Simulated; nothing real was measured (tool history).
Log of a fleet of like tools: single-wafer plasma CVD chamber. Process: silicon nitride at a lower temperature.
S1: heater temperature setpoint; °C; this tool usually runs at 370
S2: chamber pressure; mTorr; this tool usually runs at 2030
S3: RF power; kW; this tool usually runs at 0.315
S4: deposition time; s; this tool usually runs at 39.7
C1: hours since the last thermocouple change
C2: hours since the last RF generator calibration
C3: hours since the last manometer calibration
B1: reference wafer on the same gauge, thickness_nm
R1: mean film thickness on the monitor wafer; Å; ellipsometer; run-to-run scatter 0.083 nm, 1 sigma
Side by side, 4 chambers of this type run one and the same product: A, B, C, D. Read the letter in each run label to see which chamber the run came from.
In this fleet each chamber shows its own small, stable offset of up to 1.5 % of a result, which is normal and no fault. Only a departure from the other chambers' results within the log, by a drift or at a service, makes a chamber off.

run,day,S1,S2,S3,S4,C1,C2,C3,B1,R1
1B,0.183,370,2030,0.315,39.7,1256.1,785.6,1600.3,47.406,503.97
2D,0.312,370,2030,0.315,39.7,1812.8,1267.4,1348.2,47.424,510.40
3C,0.450,370,2030,0.315,39.7,1727.7,230.8,48.9,47.431,510.34
4A,0.546,370,2030,0.315,39.7,1779.9,1043.6,1076.6,47.460,511.73
5B,0.679,370,2030,0.315,39.7,1268.0,797.5,1612.2,47.452,504.09
6C,0.788,370,2030,0.315,39.7,1735.8,238.9,57.0,47.462,510.97
7D,0.971,370,2030,0.315,39.7,1828.6,1283.2,1364.0,47.465,510.57
8A,1.125,370,2030,0.315,39.7,1793.8,1057.5,1090.5,47.490,512.00
9B,1.267,359,2300,0.315,39.7,1282.1,811.6,1626.3,47.496,523.13
10D,1.388,359,2300,0.315,39.7,1838.6,1293.2,1374.0,47.480,528.70
11C,1.500,359,2300,0.315,39.7,1752.9,256.0,74.1,47.509,528.07
12A,1.588,359,2300,0.315,39.7,1804.9,1068.6,1101.6,47.498,531.15
13D,1.683,370,2030,0.315,39.7,1845.7,1300.3,1381.1,47.513,510.12
14A,1.788,370,2030,0.315,39.7,1809.7,1073.4,1106.4,47.526,513.90
15C,1.896,370,2030,0.315,39.7,1762.4,265.5,83.6,47.523,512.50
16B,2.071,370,2030,0.315,39.7,1301.4,830.9,1645.6,47.523,502.77
17D,2.246,370,2030,0.315,39.7,1859.2,1313.8,1394.6,47.558,510.31
18B,2.333,370,2030,0.315,39.7,1307.7,837.2,1651.9,47.556,505.74
19A,2.421,370,2030,0.315,39.7,1824.9,1088.6,1121.6,47.577,513.16
20C,2.521,370,2030,0.315,39.7,1777.4,280.5,98.6,47.554,511.75
21B,2.683,370,2030,0.315,39.7,1316.1,845.6,1660.3,47.591,505.63
# day 2.779: chamber B: capacitance manometer re-zeroed and calibrated
22A,2.821,370,2030,0.315,39.7,1834.5,1098.2,1131.2,47.602,514.93
23C,2.925,370,2030,0.315,39.7,1787.1,290.2,108.3,47.612,510.71
# day 2.938: chamber B: thermocouple changed; heater temperature recalibrated
24D,3.017,370,2030,0.315,39.7,1877.7,1332.3,1413.1,47.605,511.57
25A,3.146,370,2030,0.315,39.7,1842.3,1106.0,1139.0,47.607,512.41
26C,3.254,370,2030,0.315,39.7,1795.0,298.1,116.2,47.603,514.47
27B,3.396,383,2030,0.315,46.2,11.0,862.7,14.9,47.612,584.43
28D,3.496,383,2030,0.315,46.2,1889.2,1343.8,1424.6,47.629,590.49
29D,3.675,383,2030,0.315,46.2,1893.5,1348.1,1428.9,47.655,590.86
30A,3.850,383,2030,0.315,46.2,1859.2,1122.9,1155.9,47.665,596.05
# day 3.975: chamber A: capacitance manometer re-zeroed and calibrated
31B,3.983,370,2030,0.315,39.7,25.1,876.8,29.0,47.656,506.71
32C,4.112,370,2030,0.315,39.7,1815.6,318.7,136.8,47.673,514.04
33A,4.279,370,2030,0.315,39.7,1869.5,1133.2,7.4,47.663,515.39
34D,4.379,359,2030,0.260,39.7,1910.4,1365.0,1445.8,47.690,452.19
35C,4.483,359,2030,0.260,39.7,1824.5,327.6,145.7,47.706,454.07
36B,4.625,359,2030,0.260,39.7,40.5,892.2,44.4,47.718,446.96

Has any chamber moved away from the others, gradually or after a service, or does the common gauge drift, or do the chambers differ only by their own small steady offsets? State the chamber and the most likely cause if one applies.

None of the chambers is off. What moves is the gauge, dragging all their readings along together.
Most likely cause: gauge reads high (%) = 0.672.
